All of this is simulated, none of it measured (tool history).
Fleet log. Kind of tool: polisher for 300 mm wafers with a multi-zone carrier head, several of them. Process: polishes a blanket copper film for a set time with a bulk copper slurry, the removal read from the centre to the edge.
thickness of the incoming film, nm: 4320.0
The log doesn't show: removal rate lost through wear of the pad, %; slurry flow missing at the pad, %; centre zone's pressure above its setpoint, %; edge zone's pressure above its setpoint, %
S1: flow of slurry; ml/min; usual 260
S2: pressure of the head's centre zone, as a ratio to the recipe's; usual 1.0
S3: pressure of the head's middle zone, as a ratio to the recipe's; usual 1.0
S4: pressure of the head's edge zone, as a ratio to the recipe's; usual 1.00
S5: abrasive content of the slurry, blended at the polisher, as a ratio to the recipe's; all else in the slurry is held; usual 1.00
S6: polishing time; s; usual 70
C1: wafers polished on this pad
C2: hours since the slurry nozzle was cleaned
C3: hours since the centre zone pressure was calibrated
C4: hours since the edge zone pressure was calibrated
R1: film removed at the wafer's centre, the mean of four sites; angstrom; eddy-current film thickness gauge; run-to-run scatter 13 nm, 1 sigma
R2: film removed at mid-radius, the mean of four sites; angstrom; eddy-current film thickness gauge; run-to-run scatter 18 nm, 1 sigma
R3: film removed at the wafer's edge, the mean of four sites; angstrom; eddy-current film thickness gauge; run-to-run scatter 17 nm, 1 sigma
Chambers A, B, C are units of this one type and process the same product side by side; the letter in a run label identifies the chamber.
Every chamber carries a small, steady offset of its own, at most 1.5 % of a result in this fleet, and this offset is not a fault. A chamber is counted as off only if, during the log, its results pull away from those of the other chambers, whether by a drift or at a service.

run 1C hour=6.2 | S1=260 S2=1.0 S3=1.0 S4=1.00 S5=1.00 S6=70 | C1=727 C2=119.1 C3=519.9 C4=1138.0 | R1=13070 R2=13096 R3=13037
run 2B hour=18.2 | S1=260 S2=1.0 S3=1.0 S4=1.00 S5=1.00 S6=70 | C1=269 C2=713.2 C3=675.4 C4=355.7 | R1=12925 R2=13104 R3=12959
-- hour=19.7 chamber C: worn pad replaced by a new one
-- hour=22.1 chamber B: slurry nozzle cleaned
run 3A hour=25.9 | S1=260 S2=1.0 S3=1.0 S4=1.00 S5=1.00 S6=70 | C1=508 C2=436.5 C3=94.5 C4=214.6 | R1=12914 R2=13079 R3=12751
run 4C hour=36.5 | S1=260 S2=1.0 S3=1.0 S4=1.00 S5=1.00 S6=70 | C1=115 C2=149.4 C3=550.2 C4=1168.3 | R1=13119 R2=13217 R3=13509
run 5B hour=41.8 | S1=260 S2=1.0 S3=1.0 S4=1.00 S5=1.00 S6=70 | C1=431 C2=19.8 C3=699.0 C4=379.3 | R1=12966 R2=13187 R3=13069
run 6A hour=51.0 | S1=260 S2=1.0 S3=1.0 S4=1.00 S5=1.00 S6=70 | C1=680 C2=461.6 C3=119.6 C4=239.7 | R1=12890 R2=13131 R3=12995
run 7C hour=62.2 | S1=260 S2=1.0 S3=1.0 S4=1.00 S5=1.00 S6=70 | C1=292 C2=175.1 C3=575.9 C4=1194.0 | R1=13129 R2=13026 R3=13138
-- hour=65.8 chamber B: centre zone pressure recalibrated
run 8A hour=69.5 | S1=260 S2=1.0 S3=1.0 S4=1.00 S5=1.00 S6=70 | C1=807 C2=480.1 C3=138.1 C4=258.2 | R1=13000 R2=12901 R3=12821
run 9B hour=77.0 | S1=260 S2=1.0 S3=1.0 S4=1.00 S5=1.00 S6=70 | C1=673 C2=55.0 C3=11.2 C4=414.5 | R1=12927 R2=12754 R3=13184
run 10C hour=88.4 | S1=260 S2=1.0 S3=1.0 S4=0.93 S5=0.75 S6=70 | C1=472 C2=201.3 C3=602.1 C4=1220.2 | R1=12403 R2=12282 R3=11767
run 11A hour=96.0 | S1=260 S2=1.0 S3=1.0 S4=0.93 S5=0.75 S6=70 | C1=989 C2=506.6 C3=164.6 C4=284.7 | R1=12102 R2=11837 R3=11668
run 12B hour=106.1 | S1=260 S2=1.0 S3=1.0 S4=0.93 S5=0.75 S6=70 | C1=873 C2=84.1 C3=40.3 C4=443.6 | R1=12431 R2=12365 R3=11934
run 13A hour=113.0 | S1=260 S2=1.0 S3=1.0 S4=1.00 S5=1.00 S6=70 | C1=1106 C2=523.6 C3=181.6 C4=301.7 | R1=12755 R2=13323 R3=12954
-- hour=119.0 chamber B: edge zone pressure recalibrated
run 14C hour=121.2 | S1=260 S2=1.0 S3=1.0 S4=1.00 S5=1.00 S6=70 | C1=698 C2=234.1 C3=634.9 C4=1253.0 | R1=13353 R2=13112 R3=12817
-- hour=121.9 chamber B: worn pad replaced by a new one
run 15B hour=127.6 | S1=260 S2=1.0 S3=1.0 S4=1.00 S5=1.00 S6=70 | C1=39 C2=105.6 C3=61.8 C4=8.6 | R1=13273 R2=12978 R3=13193
-- hour=131.0 chamber C: slurry nozzle cleaned
run 16C hour=136.5 | S1=260 S2=1.0 S3=1.0 S4=1.00 S5=1.00 S6=70 | C1=803 C2=5.5 C3=650.2 C4=1268.3 | R1=13750 R2=12929 R3=13096
-- hour=137.0 chamber A: worn pad replaced by a new one
run 17B hour=146.7 | S1=260 S2=1.0 S3=1.0 S4=1.00 S5=1.00 S6=70 | C1=171 C2=124.7 C3=80.9 C4=27.7 | R1=13141 R2=13100 R3=13518
-- hour=148.0 chamber C: worn pad replaced by a new one
run 18A hour=156.4 | S1=260 S2=1.0 S3=1.0 S4=1.00 S5=1.00 S6=70 | C1=134 C2=567.0 C3=225.0 C4=345.1 | R1=12800 R2=12951 R3=12875
run 19B hour=162.8 | S1=260 S2=1.0 S3=1.0 S4=1.00 S5=1.00 S6=70 | C1=281 C2=140.8 C3=97.0 C4=43.8 | R1=12847 R2=12930 R3=12772
run 20C hour=173.7 | S1=260 S2=1.0 S3=1.0 S4=1.00 S5=1.00 S6=70 | C1=177 C2=42.7 C3=687.4 C4=1305.5 | R1=13564 R2=12711 R3=13303
run 21A hour=180.2 | S1=260 S2=1.0 S3=0.9 S4=1.00 S5=1.00 S6=70 | C1=297 C2=590.8 C3=248.8 C4=368.9 | R1=12640 R2=11780 R3=12975
run 22B hour=192.4 | S1=260 S2=1.0 S3=0.9 S4=1.00 S5=1.00 S6=70 | C1=485 C2=170.4 C3=126.6 C4=73.4 | R1=12798 R2=11483 R3=13097
run 23C hour=203.9 | S1=260 S2=1.0 S3=0.9 S4=1.00 S5=1.00 S6=70 | C1=384 C2=72.9 C3=717.6 C4=1335.7 | R1=13724 R2=11769 R3=12960

The same settings go to every chamber for the next run, one line per chamber below. Forecast the results for each:
run 24A hour=212.7 | S1=260 S2=0.9 S3=1.0 S4=1.00 S5=1.00 S6=70 | R1=? R2=? R3=?
run 24B hour=212.7 | S1=260 S2=0.9 S3=1.0 S4=1.00 S5=1.00 S6=70 | R1=? R2=? R3=?
run 24C hour=212.7 | S1=260 S2=0.9 S3=1.0 S4=1.00 S5=1.00 S6=70 | R1=? R2=? R3=?

run=24A R1=11459 R2=13162 R3=12963
run=24B R1=11572 R2=13105 R3=13267
run=24C R1=12476 R2=12848 R3=13020
